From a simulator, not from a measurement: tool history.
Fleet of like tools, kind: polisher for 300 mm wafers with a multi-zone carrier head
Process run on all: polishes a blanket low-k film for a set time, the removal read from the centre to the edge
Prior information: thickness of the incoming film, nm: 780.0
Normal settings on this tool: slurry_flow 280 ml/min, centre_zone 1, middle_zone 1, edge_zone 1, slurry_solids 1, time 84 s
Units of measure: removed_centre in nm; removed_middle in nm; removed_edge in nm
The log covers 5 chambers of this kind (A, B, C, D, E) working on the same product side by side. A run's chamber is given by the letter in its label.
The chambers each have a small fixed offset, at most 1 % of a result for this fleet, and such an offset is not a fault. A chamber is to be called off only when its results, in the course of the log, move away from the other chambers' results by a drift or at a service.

run,hour,slurry_flow,centre_zone,middle_zone,edge_zone,slurry_solids,time,wafers polished on this pad,hours since the slurry nozzle was cleaned,hours since the centre zone pressure was calibrated,hours since the edge zone pressure was calibrated,removed_centre,removed_middle,removed_edge
1D,4.1,280,1,1,1,1,84,335,123.4,493,650.1,18.495,19.207,18.634
2A,9.4,280,1,1,1,1,84,774,298.6,165.3,358.9,18.63,18.574,18.742
# hour 11.3: chamber C: slurry nozzle cleaned
3B,14,280,1,1,1,1,84,201,296.6,390.8,288,18.57,18.943,18.822
4E,19.7,280,1,1,1,1,84,499,456.9,495.3,119.6,18.308,18.615,18.367
5C,25.1,280,1,1,1,1,84,467,13.8,1100.9,329.1,18.391,18.344,18.226
6E,29.9,280,1,1,1,1,84,567,467.1,505.5,129.8,18.472,18.362,18.384
7B,35.3,280,1,1,1,1,84,343,317.9,412.1,309.3,18.359,18.759,18.668
8A,39.3,280,1,1,1,1,84,974,328.5,195.2,388.8,18.925,18.607,18.284
9C,44.2,280,1,1,1,1,84,595,32.9,1120,348.2,18.1,17.886,17.834
10D,47.1,280,1,1,1,1,84,622,166.4,536,693.1,18.487,18.645,18.267
11A,52.5,280,1,1,1,1,84,1061,341.7,208.4,402,18.718,18.402,18.587
# hour 54.5: chamber E: worn pad replaced by a new one
12B,58.3,280,1,1,1,1,84,496,340.9,435.1,332.3,18.207,18.627,18.508
13D,64,280,1,1,1,1,84,734,183.3,552.9,710,18.904,19.141,18.188
14C,69.3,280,1,1,1,1,84,762,58,1145.1,373.3,17.706,17.772,17.557
15E,74.6,280,1,1,1,1,84,134,511.8,550.2,174.5,18.49,18.397,18.729
16B,77.9,280,1,1,1,1,84,627,360.5,454.7,351.9,18.498,18.752,18.309
17A,81.9,320,1,0.93,1,1,84,1257,371.1,237.8,431.4,19.04,17.784,18.68
18C,87.5,320,1,0.93,1,1,84,883,76.2,1163.3,391.5,17.736,16.629,17.71
19D,90.5,320,1,0.93,1,1,84,911,209.8,579.4,736.5,18.873,17.674,18.351
20E,94.5,320,1,0.93,1,1,84,266,531.7,570.1,194.4,18.69,17.817,18.609
# hour 95.3: chamber A: worn pad replaced by a new one
21B,99.8,320,1,0.93,1,1,84,773,382.4,476.6,373.8,18.716,17.493,18.589
22E,104.6,280,1,1,1,1,84,333,541.8,580.2,204.5,18.344,18.779,18.363
23A,107.3,280,1,1,1,1,84,80,396.5,263.2,456.8,18.284,18.355,18.539
# hour 109.8: chamber B: worn pad replaced by a new one
24C,110.3,280,1,1,1,1,84,1035,99,1186.1,414.3,17.212,16.897,17.117
# hour 112.7: chamber D: edge zone pressure recalibrated
25D,113.5,355,0.89,1,1,1,84,1064,232.8,602.4,0.8,16.527,19.351,18.823
26E,119.3,355,0.89,1,1,1,84,431,556.5,594.9,219.2,16.452,18.854,18.792
27A,123.3,355,0.89,1,1,1,84,186,412.5,279.2,472.8,16.408,19.112,18.855
# hour 126.1: chamber B: slurry nozzle cleaned
28B,127.8,355,0.89,1,1,1,84,120,1.7,504.6,401.8,16.451,18.864,18.797
29C,130.5,355,0.89,1,1,1,84,1169,119.2,1206.3,434.5,15.181,17.198,17.246
30D,134,280,1,1,1,1,84,1200,253.3,622.9,21.3,18.675,18.431,18.591
31E,137.1,280,1,1,1,1,84,550,574.3,612.7,237,18.304,18.759,18.416
32C,141.8,280,1,1,1,1,84,1245,130.5,1217.6,445.8,16.713,16.812,16.896

Which is it: a chamber that has drifted or been left off by a service, a gauge drift common to all chambers, or only each chamber's usual small offset? If a chamber is off, name it and its likeliest cause.

Little by little, chamber C moves away from the other chambers.
Most likely cause: removal rate lost through wear of the pad, % = 9.48.

Below are 4 candidate recipes for chamber C's next run, each the usual settings with a change, their results shown as question marks. Which of them brings C's results back in line with what the other chambers give on the usual settings?
In line means no further than this from the other chambers' mean on the usual settings: removed_centre 0.86 nm; removed_middle 0.71 nm; removed_edge 0.52 nm
33C-1,146,280,1,0.99,1,0.95,77,,,,,?,?,?
33C-2,146,280,1,1.01,1,1.05,91,,,,,?,?,?
33C-3,146,280,1,1,1,1,87,,,,,?,?,?
33C-4,146,280,1,1,1,1,81,,,,,?,?,?

On the usual settings, the other chambers give on average: removed_centre 18.462 nm; removed_middle 18.643 nm; removed_edge 18.498 nm
run,removed_centre,removed_middle,removed_edge
33C-1,14.969,14.825,14.968
33C-2,18.534,18.689,18.524
33C-3,17.327,17.316,17.322
33C-4,16.132,16.122,16.127
33C-2 is the one that brings the chamber's results back in line with the other chambers.

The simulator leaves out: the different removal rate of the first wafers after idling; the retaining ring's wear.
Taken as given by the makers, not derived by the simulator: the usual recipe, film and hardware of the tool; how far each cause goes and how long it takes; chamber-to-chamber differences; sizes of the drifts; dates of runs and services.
